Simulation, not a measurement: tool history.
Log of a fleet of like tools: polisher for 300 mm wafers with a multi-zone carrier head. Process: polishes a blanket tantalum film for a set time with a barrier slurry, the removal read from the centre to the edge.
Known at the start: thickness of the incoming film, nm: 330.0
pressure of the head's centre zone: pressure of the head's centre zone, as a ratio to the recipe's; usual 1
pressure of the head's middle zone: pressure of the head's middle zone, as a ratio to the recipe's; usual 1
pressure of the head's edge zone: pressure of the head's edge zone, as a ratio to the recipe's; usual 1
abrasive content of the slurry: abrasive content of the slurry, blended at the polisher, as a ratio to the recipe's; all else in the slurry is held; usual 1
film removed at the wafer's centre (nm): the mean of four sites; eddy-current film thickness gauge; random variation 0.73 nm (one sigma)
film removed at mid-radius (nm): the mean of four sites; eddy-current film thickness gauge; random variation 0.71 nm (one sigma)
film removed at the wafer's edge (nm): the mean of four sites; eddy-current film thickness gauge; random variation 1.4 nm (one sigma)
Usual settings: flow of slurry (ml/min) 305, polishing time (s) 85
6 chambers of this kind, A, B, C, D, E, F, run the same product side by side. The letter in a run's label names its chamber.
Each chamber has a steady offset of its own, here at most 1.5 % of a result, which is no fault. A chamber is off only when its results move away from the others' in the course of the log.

run,day,flow of slurry (ml/min),pressure of the head's centre zone,pressure of the head's middle zone,pressure of the head's edge zone,abrasive content of the slurry,polishing time (s),film removed at the wafer's centre (nm),film removed at mid-radius (nm),film removed at the wafer's edge (nm)
# day 0.021: chamber E: slurry nozzle cleaned
1F,0.142,305,1,1,1,1,85,94.597,94.862,95.768
# day 0.308: chamber E: worn pad replaced by a new one
2C,0.354,305,1,1,1,1,85,94.573,95.285,94.013
# day 0.404: chamber E: centre zone pressure recalibrated
3A,0.617,305,1,1,1,1,85,95.401,96.157,95.002
4E,0.762,305,1,1,1,1,85,96.349,96.54,94.867
5B,1.079,305,1,0.91,1,1,85,94.395,87.394,95.346
6D,1.229,305,1,0.91,1,1,85,95.951,87.166,95.142
# day 1.258: chamber A: worn pad replaced by a new one
7F,1.446,305,1,0.91,1,1,85,95.022,87.483,96.559
8B,1.762,305,1,0.91,1,1,85,95.092,87.954,98.468
# day 1.933: chamber D: worn pad replaced by a new one
9D,1.942,305,1,0.91,1,1,85,95.122,88.194,94.28
10E,2.154,305,1,0.91,1,1,85,95.603,88.125,95.091
# day 2.242: chamber C: slurry nozzle cleaned
# day 2.354: chamber D: slurry nozzle cleaned
11A,2.442,305,1,0.91,1,1,85,95.525,88.517,97.276
12C,2.683,305,1,0.91,1,1,85,94.901,86.651,92.226
13E,2.979,305,1,0.91,1,1,85,96.624,87.838,96.691
14D,3.246,305,1,0.91,1,1,85,95.23,87.772,96.852
15B,3.417,305,1,0.91,1,1,85,94.753,88.925,94.267
16F,3.579,305,1,0.91,1,1,85,94.321,87.555,94.92
17A,3.833,305,1,1,1,1,85,94.354,95.851,98.412
18C,4.054,305,1,1,1,1,85,93.114,93.042,95.309
19F,4.229,305,1,1,1,1,85,95.037,95.132,94.954
20E,4.525,305,1,1,1,1,85,96.127,95.74,96.284
21D,4.792,305,1,1,1,1,85,96.331,95.009,93.164
22C,5.092,305,1,1,1,1,85,92.203,93.084,91.197
# day 5.192: chamber F: worn pad replaced by a new one
# day 5.333: chamber B: worn pad replaced by a new one
23A,5.346,305,1,1,1,1,85,95.139,96.307,97.321
# day 5.404: chamber E: worn pad replaced by a new one
24B,5.496,305,1,1,1,1,85,95.46,95.455,95.746
25E,5.646,305,1,1,1,1,85,95.401,96.023,95.752
26A,5.95,305,1,1,1,1,85,93.229,96.758,95.661
27F,6.212,305,0.89,1,1.12,1,85,83.259,95.891,99.773
28C,6.483,305,0.89,1,1.12,1,85,81.903,92.238,96.761
# day 6.658: chamber A: worn pad replaced by a new one
29D,6.775,305,0.89,1,1.12,1,85,85.03,95.254,103.12
30B,6.95,305,0.89,1,1.12,1,85,83.845,95.34,100.75
31C,7.225,305,0.89,1,1.12,1,85,80.391,91.236,95.519
32E,7.396,305,0.89,1,1.12,1,85,85.266,96.254,102.21
33D,7.646,305,1,1,1,1,85,95.492,96.155,94.492
34A,7.825,305,1,1,1,1,85,93.032,96.169,98.084
35B,8.117,305,1,1,1,1,85,95.235,97.421,95.001
36F,8.271,305,1,1,0.9,1,57,64.015,63.068,60.067
37E,8.592,305,1,1,0.9,1,57,64.749,64.241,60.389
38D,8.833,305,1,1,0.9,1,57,64.167,64.824,60.792
39B,9.012,305,1,1,0.9,1,57,62.485,64.292,61.005
40F,9.204,305,1,1,0.9,1,57,62.81,64.308,59.947
41C,9.358,305,1,1,0.9,1,57,59.841,59.355,56.068

Is one chamber off against the others, does the gauge drift, or is nothing wrong? If a chamber is off, say which, and what the likeliest cause is.

Chamber C drifts away from the others.
Cause: removal rate lost through wear of the pad, % = 7.12.

Here are 4 candidates for chamber C's next run, each the usual settings with a change, their results left as question marks. Which one brings its results back in line with what the others give on the usual settings?
In line means no further than this from the other chambers' mean on the usual settings: film removed at the wafer's centre (nm) 2.6; film removed at mid-radius (nm) 2.5; film removed at the wafer's edge (nm) 4.8
42C-1,9.583,305,1,1,1.01,1,91,?,?,?
42C-2,9.583,305,1,1,1,1,83,?,?,?
42C-3,9.583,305,1,1,0.99,1,79,?,?,?
42C-4,9.583,305,1,1,1,1,87,?,?,?

The other chambers' mean on the usual settings: film removed at the wafer's centre (nm) 95.178; film removed at mid-radius (nm) 95.603; film removed at the wafer's edge (nm) 95.508
run,film removed at the wafer's centre (nm),film removed at mid-radius (nm),film removed at the wafer's edge (nm)
42C-1,95.652,95.696,95.526
42C-2,87.243,87.285,86.676
42C-3,83.038,83.08,82.067
42C-4,91.447,91.491,90.853
42C-1 brings the chamber back in line.
